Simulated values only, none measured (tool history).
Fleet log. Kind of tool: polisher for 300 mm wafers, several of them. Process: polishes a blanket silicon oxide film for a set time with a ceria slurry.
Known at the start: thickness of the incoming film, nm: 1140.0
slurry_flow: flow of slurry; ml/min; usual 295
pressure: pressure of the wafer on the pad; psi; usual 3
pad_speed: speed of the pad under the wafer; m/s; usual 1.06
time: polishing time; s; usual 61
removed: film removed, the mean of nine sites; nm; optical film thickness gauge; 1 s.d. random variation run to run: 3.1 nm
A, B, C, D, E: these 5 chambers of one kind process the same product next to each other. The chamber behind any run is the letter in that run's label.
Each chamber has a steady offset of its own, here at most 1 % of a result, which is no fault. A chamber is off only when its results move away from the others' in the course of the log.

run   hour  slurry_flow  pressure  pad_speed  time  removed
 1A   11.1          295         3       1.06    61   319.59
      18.8  -- chamber C: worn pad replaced by a new one
 2C   23.3          295         3       1.06    61    325.8
      23.7  -- chamber D: worn pad replaced by a new one
 3B   32.2          295         3       1.06    61    315.8
 4D   40.1          295         3       1.06    61   319.48
 5E     48          295         3       1.06    61   316.97
      53.7  -- chamber A: worn pad replaced by a new one
      55.7  -- chamber B: worn pad replaced by a new one
 6C   59.9          365         3       1.06    61    329.9
      70.4  -- chamber E: worn pad replaced by a new one
 7A   71.5          365         3       1.06    61   324.54
 8D   82.9          365         3       1.06    61   336.53
 9E   95.4          365         3       1.06    61   329.77
      99.9  -- chamber D: worn pad replaced by a new one
     100.8  -- chamber C: worn pad replaced by a new one
10B  108.8          365         3       1.06    61   322.22
     112.9  -- chamber A: worn pad replaced by a new one
11B  122.7          295         3       1.06    61    318.5
12E  132.6          295         3       1.06    61   317.54
     133.6  -- chamber E: worn pad replaced by a new one
     137.3  -- chamber C: slurry nozzle cleaned
13C  141.8          295         3       1.06    61   321.64
14A  156.1          295         3       1.06    61   320.23
     156.9  -- chamber A: head pressure recalibrated
15D  163.6          295         3       1.06    61   322.47
     164.9  -- chamber B: worn pad replaced by a new one
16E  176.4          295         3       1.06    61   322.39
     180.5  -- chamber A: worn pad replaced by a new one
       186  -- chamber C: worn pad replaced by a new one
     186.2  -- chamber D: worn pad replaced by a new one
17B  189.6          295         3       1.06    61   316.22
18A  197.9          295         3       1.06    61   282.92
     204.6  -- chamber E: worn pad replaced by a new one
     204.7  -- chamber B: slurry nozzle cleaned
19D  210.4          295         3       1.06    61   327.35
20C  219.3          295         3       1.06    61   322.82
21D    231          295         3       1.06    61   317.36
22E  239.1          295         3       1.06    61   319.33
23B  249.8          295         3       1.06    61   317.53
     253.2  -- chamber A: worn pad replaced by a new one
     254.9  -- chamber C: worn pad replaced by a new one
       260  -- chamber D: worn pad replaced by a new one
24A  262.5          295         3       1.06    61   290.46
       264  -- chamber E: worn pad replaced by a new one
     268.9  -- chamber B: worn pad replaced by a new one
25C  270.1          295         3       1.06    61   321.13
26C  280.9          295         3       1.06    61   323.03
     285.8  -- chamber E: slurry nozzle cleaned
27A  295.2          295         3       1.06    61   285.64
28B  307.3          295         3       1.06    61    320.2
29E  321.4          295         3       1.06    61   319.48
30D  329.8          295         3       1.06    61   322.97
31B  337.5          295         3       1.06    61   317.26
     339.4  -- chamber E: worn pad replaced by a new one
32E  343.7          295         3       1.06    61   323.81

Next, all 5 chambers run the settings below, one line each with question marks for the results. What does each chamber give?
33A  354.1          295         3       1.06    61        ?
33B  354.1          295         3       1.06    61        ?
33C  354.1          295         3       1.06    61        ?
33D  354.1          295         3       1.06    61        ?
33E  354.1          295         3       1.06    61        ?

run  removed
33A    282.9
33B   317.75
33C   317.49
33D   321.76
33E   323.56

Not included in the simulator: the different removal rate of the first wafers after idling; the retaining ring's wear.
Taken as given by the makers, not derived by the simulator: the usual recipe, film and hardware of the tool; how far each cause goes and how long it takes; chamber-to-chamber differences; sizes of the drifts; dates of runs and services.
